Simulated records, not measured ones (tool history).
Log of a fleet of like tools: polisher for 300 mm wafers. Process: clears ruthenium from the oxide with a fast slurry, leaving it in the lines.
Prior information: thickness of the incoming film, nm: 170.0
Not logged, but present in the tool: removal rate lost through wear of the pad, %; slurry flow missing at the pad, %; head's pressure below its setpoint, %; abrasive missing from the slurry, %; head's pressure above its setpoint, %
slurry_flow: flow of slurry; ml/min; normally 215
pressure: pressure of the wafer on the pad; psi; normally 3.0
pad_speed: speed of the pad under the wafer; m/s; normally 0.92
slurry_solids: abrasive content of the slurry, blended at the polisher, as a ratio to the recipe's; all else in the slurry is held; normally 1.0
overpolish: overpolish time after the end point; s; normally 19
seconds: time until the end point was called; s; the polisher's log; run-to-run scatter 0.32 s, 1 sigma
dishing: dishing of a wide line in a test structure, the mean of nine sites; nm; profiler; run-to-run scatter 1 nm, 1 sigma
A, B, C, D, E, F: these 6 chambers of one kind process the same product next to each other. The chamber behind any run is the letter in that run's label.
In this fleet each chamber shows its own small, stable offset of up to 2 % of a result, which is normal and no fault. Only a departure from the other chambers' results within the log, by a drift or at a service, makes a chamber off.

run	hour	slurry_flow	pressure	pad_speed	slurry_solids	overpolish	wafers polished on this pad	hours since the slurry nozzle was cleaned	hours since the head pressure was calibrated	hours since the slurry blender was calibrated	seconds	dishing
# hour 1.5: chamber D: slurry blender recalibrated
1A	5.1	215	3.0	0.92	1.0	19	688	312.0	238.3	105.4	37.136	51.710
# hour 8.2: chamber B: worn pad replaced by a new one
2E	8.8	215	3.0	0.92	1.0	19	894	511.2	785.5	112.2	37.851	52.521
3C	13.5	215	3.0	0.92	1.0	19	392	417.7	523.3	183.8	36.743	51.969
4B	20.3	215	3.0	0.92	1.0	19	114	156.3	1562.5	169.9	37.450	52.657
5D	25.7	215	3.0	0.92	1.0	19	980	586.4	412.4	24.3	37.392	52.908
# hour 29.3: chamber D: worn pad replaced by a new one
6F	33.0	215	3.0	0.92	1.0	19	338	302.1	285.2	223.7	37.279	52.164
7E	37.9	215	3.0	0.92	1.0	19	1168	540.3	814.6	141.3	38.165	51.958
8A	45.1	215	3.0	0.92	1.0	19	1064	352.0	278.3	145.4	37.164	52.719
9F	48.6	215	3.0	0.92	1.0	19	484	317.7	300.8	239.3	37.635	52.577
# hour 49.0: chamber C: head pressure recalibrated
# hour 51.1: chamber C: worn pad replaced by a new one
# hour 53.6: chamber B: head pressure recalibrated
10D	54.1	215	3.0	0.92	1.0	19	233	614.8	440.8	52.7	37.552	53.109
# hour 58.8: chamber A: worn pad replaced by a new one
11B	61.1	215	3.0	0.92	1.0	19	497	197.1	7.5	210.7	37.196	50.308
# hour 63.0: chamber E: worn pad replaced by a new one
12C	65.8	150	3.0	0.92	0.9	19	138	470.0	16.8	236.1	40.824	50.243
13F	73.2	150	3.0	0.92	0.9	19	716	342.3	325.4	263.9	41.482	49.154
14A	78.9	150	3.0	0.92	0.9	19	189	385.8	312.1	179.2	40.993	49.756
15D	85.4	150	3.0	0.92	0.9	19	527	646.1	472.1	84.0	41.851	47.476
16B	89.4	150	3.0	0.92	0.9	19	763	225.4	35.8	239.0	41.940	48.521
# hour 92.5: chamber B: worn pad replaced by a new one
17E	95.0	150	3.0	0.92	0.9	19	301	597.4	871.7	198.4	41.219	46.766
18C	100.9	170	3.0	0.92	1.0	19	468	505.1	51.9	271.2	38.187	51.714
19F	106.4	170	3.0	0.92	1.0	19	1027	375.5	358.6	297.1	38.649	51.293
20E	111.0	170	3.0	0.92	1.0	19	451	613.4	887.7	214.4	38.633	50.929
21A	118.1	170	3.0	0.92	1.0	19	557	425.0	351.3	218.4	38.004	51.791
22B	122.6	170	3.0	0.92	1.0	19	282	258.6	69.0	272.2	40.059	49.001
23C	127.0	170	3.0	0.92	1.0	19	713	531.2	78.0	297.3	38.602	49.969
24D	131.4	215	3.0	0.92	1.0	19	959	692.1	518.1	130.0	37.804	53.742
# hour 132.1: chamber D: worn pad replaced by a new one
# hour 132.2: chamber F: slurry blender recalibrated
25F	134.9	215	3.0	0.92	1.0	19	1295	404.0	387.1	2.7	37.846	52.514
# hour 137.0: chamber D: slurry nozzle cleaned
# hour 137.1: chamber F: worn pad replaced by a new one
26D	138.7	215	3.0	0.92	1.0	19	62	1.7	525.4	137.3	37.510	53.355
# hour 138.8: chamber C: worn pad replaced by a new one
# hour 142.3: chamber B: slurry nozzle cleaned
27B	144.2	215	3.9	1.08	1.0	19	485	1.9	90.6	293.8	25.238	62.180
28A	149.7	215	3.9	1.08	1.0	19	854	456.6	382.9	250.0	24.339	64.706
29C	154.4	215	3.9	1.08	1.0	19	147	558.6	105.4	324.7	24.452	66.045
30E	158.7	215	3.9	1.08	1.0	19	899	661.1	935.4	262.1	24.627	66.225
31C	166.1	215	3.9	1.08	1.0	19	257	570.3	117.1	336.4	24.442	64.172
32F	171.4	215	3.9	1.08	1.0	19	322	440.5	423.6	39.2	24.480	67.122
33A	176.6	215	3.0	0.92	1.0	19	1106	483.5	409.8	276.9	36.986	54.881
# hour 178.1: chamber B: worn pad replaced by a new one
# hour 178.3: chamber A: worn pad replaced by a new one
34D	183.8	215	3.0	0.92	1.0	19	486	46.8	570.5	182.4	37.210	52.911
35B	190.7	215	3.0	0.92	1.0	19	118	48.4	137.1	340.3	39.520	50.961
# hour 192.7: chamber E: slurry blender recalibrated
36E	194.1	215	3.0	0.92	1.0	19	1232	696.5	970.8	1.5	37.722	53.416
# hour 194.8: chamber A: head pressure recalibrated
# hour 199.2: chamber C: slurry blender recalibrated
37C	201.0	215	3.0	0.92	1.0	19	584	605.2	152.0	1.9	37.145	51.683
# hour 203.2: chamber F: head pressure recalibrated
38D	205.5	215	3.0	0.92	1.0	19	690	68.5	592.2	204.1	37.293	53.225
39E	209.0	215	3.0	0.92	1.0	19	1371	711.4	985.7	16.4	37.891	51.038
40B	214.5	215	3.0	0.92	1.0	19	342	72.2	160.9	364.1	39.637	50.371
41F	219.5	215	3.0	0.92	1.0	19	774	488.6	16.3	87.3	37.240	53.069
# hour 221.8: chamber C: worn pad replaced by a new one
42A	225.0	215	3.6	0.92	1.0	19	439	531.9	30.3	325.3	30.523	59.628
43C	230.8	215	3.6	0.92	1.0	19	85	635.0	181.8	31.7	31.011	59.614
44B	236.0	215	3.6	0.92	1.0	19	544	93.7	182.4	385.6	32.708	56.046

Next, all 6 chambers run the settings below, one line each with question marks for the results. What does each chamber give?
45A	241.5	145	3.0	0.92	1.0	19					?	?
45B	241.5	145	3.0	0.92	1.0	19					?	?
45C	241.5	145	3.0	0.92	1.0	19					?	?
45D	241.5	145	3.0	0.92	1.0	19					?	?
45E	241.5	145	3.0	0.92	1.0	19					?	?
45F	241.5	145	3.0	0.92	1.0	19					?	?

run	seconds	dishing
45A	39.246	50.591
45B	43.010	45.700
45C	39.167	51.185
45D	39.968	51.333
45E	40.334	49.649
45F	40.059	50.536

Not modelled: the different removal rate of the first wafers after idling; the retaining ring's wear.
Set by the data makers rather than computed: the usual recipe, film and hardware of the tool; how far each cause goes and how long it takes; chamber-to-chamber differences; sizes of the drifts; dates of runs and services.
